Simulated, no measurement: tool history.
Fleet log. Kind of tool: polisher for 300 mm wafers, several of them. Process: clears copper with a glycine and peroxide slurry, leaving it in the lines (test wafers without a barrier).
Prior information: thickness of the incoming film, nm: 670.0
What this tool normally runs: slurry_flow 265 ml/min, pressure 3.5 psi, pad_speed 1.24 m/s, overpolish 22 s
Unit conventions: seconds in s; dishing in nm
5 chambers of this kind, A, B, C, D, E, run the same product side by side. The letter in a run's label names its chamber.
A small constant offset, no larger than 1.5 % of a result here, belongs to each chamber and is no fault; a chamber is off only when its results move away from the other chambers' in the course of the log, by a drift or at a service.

run   hour  slurry_flow  pressure  pad_speed  overpolish  wafers polished on this pad  hours since the slurry nozzle was cleaned  hours since the head pressure was calibrated  seconds  dishing
       3.9  -- chamber B: slurry nozzle cleaned
 1C    7.1          265       3.5       1.24          22                          475                                        532                                          1016   79.976   101.22
 2A   13.6          265       3.5       1.24          22                          545                                       53.6                                          56.4   77.379   101.32
 3E   19.5          265       3.5       1.24          22                          352                                      347.2                                         166.9   79.663   101.92
 4D   26.2          265       3.5       1.24          22                          555                                      508.1                                         200.5   76.837   106.45
      29.2  -- chamber C: worn pad replaced by a new one
 5B   32.5          265       3.5       1.24          22                          498                                       28.6                                         110.5   78.124   103.36
 6E   36.7          265       3.5       1.24          22                          499                                      364.4                                         184.1   78.894   99.335
 7B   41.4          265       3.5       1.24          22                          574                                       37.5                                         119.4   78.481   102.08
 8D   48.4          265       3.5       1.24          22                          744                                      530.3                                         222.7   78.556   101.11
 9A   53.4          265       3.5       1.24          22                          884                                       93.4                                          96.2   77.514   101.61
10C   57.9          265       3.5        1.1          32                          244                                      582.8                                        1066.8   88.637   123.23
      60.3  -- chamber B: worn pad replaced by a new one
11E   61.7          265       3.5        1.1          32                          711                                      389.4                                         209.1   88.292   119.82
12D   65.8          265       3.5        1.1          32                          892                                      547.7                                         240.1   85.606   122.02
      71.2  -- chamber D: worn pad replaced by a new one
13B   71.2          265       3.5        1.1          32                           93                                       67.3                                         149.2   86.751   120.34
14A   75.9          265       3.5        1.1          32                         1075                                      115.9                                         118.7   85.966   121.31
15C   81.4          265       3.5       1.24          22                          444                                      606.3                                        1090.3   79.342   103.62
16E   88.2          265       3.5       1.24          22                          937                                      415.9                                         235.6   80.647   100.96
      89.9  -- chamber E: worn pad replaced by a new one
17B   95.2          265       3.5       1.24          22                          297                                       91.3                                         173.2   78.668   102.46
18C   98.4          315       2.4       1.24          22                          589                                      623.3                                        1107.3   106.78   80.247
19A  101.8          315       2.4       1.24          22                         1296                                      141.8                                         144.6   110.23   80.108
20D  108.4          315       2.4       1.24          22                          316                                      590.3                                         282.7   105.08   80.663
21E  111.5          315       2.4       1.24          22                          184                                      439.2                                         258.9   103.65   79.383
     114.1  -- chamber C: slurry nozzle cleaned
     115.4  -- chamber C: worn pad replaced by a new one
     116.4  -- chamber C: head pressure recalibrated
22B  117.6          315       2.4       1.24          22                          488                                      113.7                                         195.6   109.18   81.201
     120.7  -- chamber E: slurry nozzle cleaned
23D  123.5          265       3.5       1.24          22                          445                                      605.4                                         297.8   78.514      104
24C  129.1          265       3.5       1.24          22                          117                                       15.1                                          12.7   76.723   103.18
25A  132.4          265       3.5       1.24          13                         1556                                      172.4                                         175.2   81.053   67.613
26C  138.5          265       3.5       1.24          13                          197                                       24.5                                          22.1   79.404   68.612
     142.3  -- chamber A: slurry nozzle cleaned
27A  142.9          265       3.5       1.24          13                         1645                                        0.6                                         185.7   84.245   66.393
28D  149.7          265       3.5       1.24          13                          668                                      631.6                                           324   79.628   70.812
     152.4  -- chamber B: worn pad replaced by a new one
29B  155.6          265       3.5       1.24          13                           27                                      151.7                                         233.6   77.629   69.966
30E    161          265       3.5       1.24          22                          605                                       40.4                                         308.4   78.502    102.5
31C  166.8          265       3.5       1.24          22                          438                                       52.8                                          50.4   77.385   102.45

Next, every chamber runs the same settings. What will each give?
32A  171.9          265       3.5       1.24          22                                                                                                                              ?        ?
32B  171.9          265       3.5       1.24          22                                                                                                                              ?        ?
32C  171.9          265       3.5       1.24          22                                                                                                                              ?        ?
32D  171.9          265       3.5       1.24          22                                                                                                                              ?        ?
32E  171.9          265       3.5       1.24          22                                                                                                                              ?        ?

run  seconds  dishing
32A   84.431   95.361
32B   79.885   103.09
32C   78.572   102.97
32D   78.511   102.73
32E   80.249   101.18
